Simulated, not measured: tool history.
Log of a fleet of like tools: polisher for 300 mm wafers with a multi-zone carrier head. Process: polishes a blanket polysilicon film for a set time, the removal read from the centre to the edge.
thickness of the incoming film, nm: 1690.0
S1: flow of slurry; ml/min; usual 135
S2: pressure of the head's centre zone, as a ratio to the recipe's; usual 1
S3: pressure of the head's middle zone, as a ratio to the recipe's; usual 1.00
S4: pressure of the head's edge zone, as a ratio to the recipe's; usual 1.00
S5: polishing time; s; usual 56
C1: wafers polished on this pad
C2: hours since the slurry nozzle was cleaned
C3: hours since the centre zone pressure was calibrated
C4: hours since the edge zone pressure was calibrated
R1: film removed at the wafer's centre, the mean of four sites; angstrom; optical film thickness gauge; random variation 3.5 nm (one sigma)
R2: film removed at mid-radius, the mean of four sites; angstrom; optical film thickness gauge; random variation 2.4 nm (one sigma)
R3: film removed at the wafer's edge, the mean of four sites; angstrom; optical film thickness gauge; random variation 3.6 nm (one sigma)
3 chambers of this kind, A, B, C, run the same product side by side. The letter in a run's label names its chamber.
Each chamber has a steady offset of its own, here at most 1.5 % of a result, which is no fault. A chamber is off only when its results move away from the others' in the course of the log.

Run 1B, day 0.254: usual settings; C1 447; C2 54.2; C3 824.2; C4 14.1. Result: R1 3433.7 angstrom, R2 3491.3 angstrom, R3 3471.9 angstrom.
At day 0.321: chamber A: worn pad replaced by a new one.
Run 2A, day 0.483: usual settings; C1 47; C2 189.6; C3 248.9; C4 265.0. Result: R1 3461.2 angstrom, R2 3474.1 angstrom, R3 3517.8 angstrom.
Run 3C, day 0.717: usual settings; C1 368; C2 131.8; C3 72.4; C4 639.6. Result: R1 3472.3 angstrom, R2 3428.4 angstrom, R3 3464.1 angstrom.
Run 4B, day 0.917: usual settings; C1 636; C2 70.1; C3 840.1; C4 30.0. Result: R1 3446.3 angstrom, R2 3441.2 angstrom, R3 3472.5 angstrom.
Run 5A, day 1.158: usual settings but S4 0.89; C1 240; C2 205.8; C3 265.1; C4 281.2. Result: R1 3381.0 angstrom, R2 3422.8 angstrom, R3 3215.6 angstrom.
Run 6C, day 1.312: usual settings but S4 0.89; C1 538; C2 146.1; C3 86.7; C4 653.9. Result: R1 3484.4 angstrom, R2 3437.2 angstrom, R3 3239.1 angstrom.
At day 1.350: chamber B: worn pad replaced by a new one.
Run 7C, day 1.533: usual settings but S4 0.89; C1 601; C2 151.4; C3 92.0; C4 659.2. Result: R1 3491.2 angstrom, R2 3428.5 angstrom, R3 3300.3 angstrom.
Run 8A, day 1.771: usual settings; C1 415; C2 220.5; C3 279.8; C4 295.9. Result: R1 3400.7 angstrom, R2 3456.0 angstrom, R3 3484.6 angstrom.
At day 1.917: chamber C: worn pad replaced by a new one.
Run 9B, day 1.967: usual settings; C1 176; C2 95.3; C3 865.3; C4 55.2. Result: R1 3435.8 angstrom, R2 3469.0 angstrom, R3 3449.9 angstrom.
At day 2.117: chamber B: centre zone pressure recalibrated.
Run 10B, day 2.158: usual settings but S4 0.92; C1 231; C2 99.9; C3 1.0; C4 59.8. Result: R1 3841.8 angstrom, R2 3458.1 angstrom, R3 3352.3 angstrom.
Run 11A, day 2.383: usual settings but S4 0.92; C1 590; C2 235.2; C3 294.5; C4 310.6. Result: R1 3461.1 angstrom, R2 3462.7 angstrom, R3 3306.4 angstrom.
Run 12C, day 2.621: usual settings but S4 0.92; C1 201; C2 177.5; C3 118.1; C4 685.3. Result: R1 3379.6 angstrom, R2 3441.3 angstrom, R3 3299.8 angstrom.
Run 13A, day 2.838: usual settings; C1 720; C2 246.1; C3 305.4; C4 321.5. Result: R1 3500.7 angstrom, R2 3428.1 angstrom, R3 3437.3 angstrom.
At day 2.883: chamber A: worn pad replaced by a new one.
Run 14C, day 3.000: usual settings but S1 175 ml/min, S4 0.96; C1 309; C2 186.6; C3 127.2; C4 694.4. Result: R1 3695.3 angstrom, R2 3561.5 angstrom, R3 3505.0 angstrom.
Run 15B, day 3.125: usual settings but S1 175 ml/min, S4 0.96; C1 507; C2 123.1; C3 24.2; C4 83.0. Result: R1 3947.1 angstrom, R2 3669.4 angstrom, R3 3486.8 angstrom.
Run 16A, day 3.279: usual settings but S1 175 ml/min, S4 0.96; C1 113; C2 256.7; C3 316.0; C4 332.1. Result: R1 3614.5 angstrom, R2 3643.1 angstrom, R3 3542.0 angstrom.
Run 17B, day 3.517: usual settings but S3 1.06; C1 619; C2 132.5; C3 33.6; C4 92.4. Result: R1 3858.8 angstrom, R2 3647.9 angstrom, R3 3552.0 angstrom.
At day 3.642: chamber B: worn pad replaced by a new one.
Run 18C, day 3.692: usual settings but S3 1.06; C1 507; C2 203.2; C3 143.8; C4 711.0. Result: R1 3497.5 angstrom, R2 3595.9 angstrom, R3 3468.1 angstrom.
Run 19C, day 3.838: usual settings but S3 1.06; C1 549; C2 206.7; C3 147.3; C4 714.5. Result: R1 3452.5 angstrom, R2 3662.8 angstrom, R3 3375.4 angstrom.
At day 3.896: chamber A: centre zone pressure recalibrated.
Run 20B, day 4.000: usual settings; C1 102; C2 144.1; C3 45.2; C4 104.0. Result: R1 3781.5 angstrom, R2 3455.3 angstrom, R3 3529.5 angstrom.
Run 21A, day 4.250: usual settings; C1 390; C2 280.0; C3 8.6; C4 355.4. Result: R1 3439.8 angstrom, R2 3435.3 angstrom, R3 3536.5 angstrom.
At day 4.358: chamber C: worn pad replaced by a new one.
Run 22C, day 4.421: usual settings; C1 18; C2 220.7; C3 161.3; C4 728.5. Result: R1 3461.6 angstrom, R2 3430.7 angstrom, R3 3471.2 angstrom.
Run 23B, day 4.658: usual settings; C1 290; C2 159.9; C3 61.0; C4 119.8. Result: R1 3784.1 angstrom, R2 3409.6 angstrom, R3 3530.0 angstrom.
Run 24A, day 4.838: usual settings; C1 558; C2 294.1; C3 22.7; C4 369.5. Result: R1 3494.6 angstrom, R2 3459.9 angstrom, R3 3449.9 angstrom.

What goes on in this fleet: one chamber off, a drifting gauge, or nothing beyond the chambers' own small offsets? Name the chamber and the cause, if any.

A service left chamber B off against the others.
Cause: centre zone's pressure above its setpoint, % = 10.8.

Here are 4 candidates for chamber B's next run, each the usual settings with a change, their results left as question marks. Which one brings its results back in line with what the others give on the usual settings?
In line means no further than this from the other chambers' mean on the usual settings: R1 120.0 angstrom; R2 85.0 angstrom; R3 130.0 angstrom
Run 25B-1, day 5.021: usual settings but S1 130 ml/min, S2 0.93, S3 1.02, S4 1.02, S5 55 s. Result: R1 ?, R2 ?, R3 ?.
Run 25B-2, day 5.021: usual settings but S2 0.98, S3 1.01, S4 1.01, S5 55 s. Result: R1 ?, R2 ?, R3 ?.
Run 25B-3, day 5.021: usual settings but S1 140 ml/min, S2 1.07, S3 0.98, S4 0.98, S5 57 s. Result: R1 ?, R2 ?, R3 ?.
Run 25B-4, day 5.021: usual settings but S2 1.03, S3 0.99, S4 0.99, S5 57 s. Result: R1 ?, R2 ?, R3 ?.

The other chambers' mean on the usual settings: R1 3438.1 angstrom; R2 3443.3 angstrom; R3 3445.9 angstrom
  run      R1      R2      R3
25B-1  3437.5  3448.6  3438.3
25B-2  3675.3  3444.5  3440.6
25B-3  4229.0  3497.3  3530.5
25B-4  4022.2  3504.1  3529.7
25B-1 brings the chamber back in line.
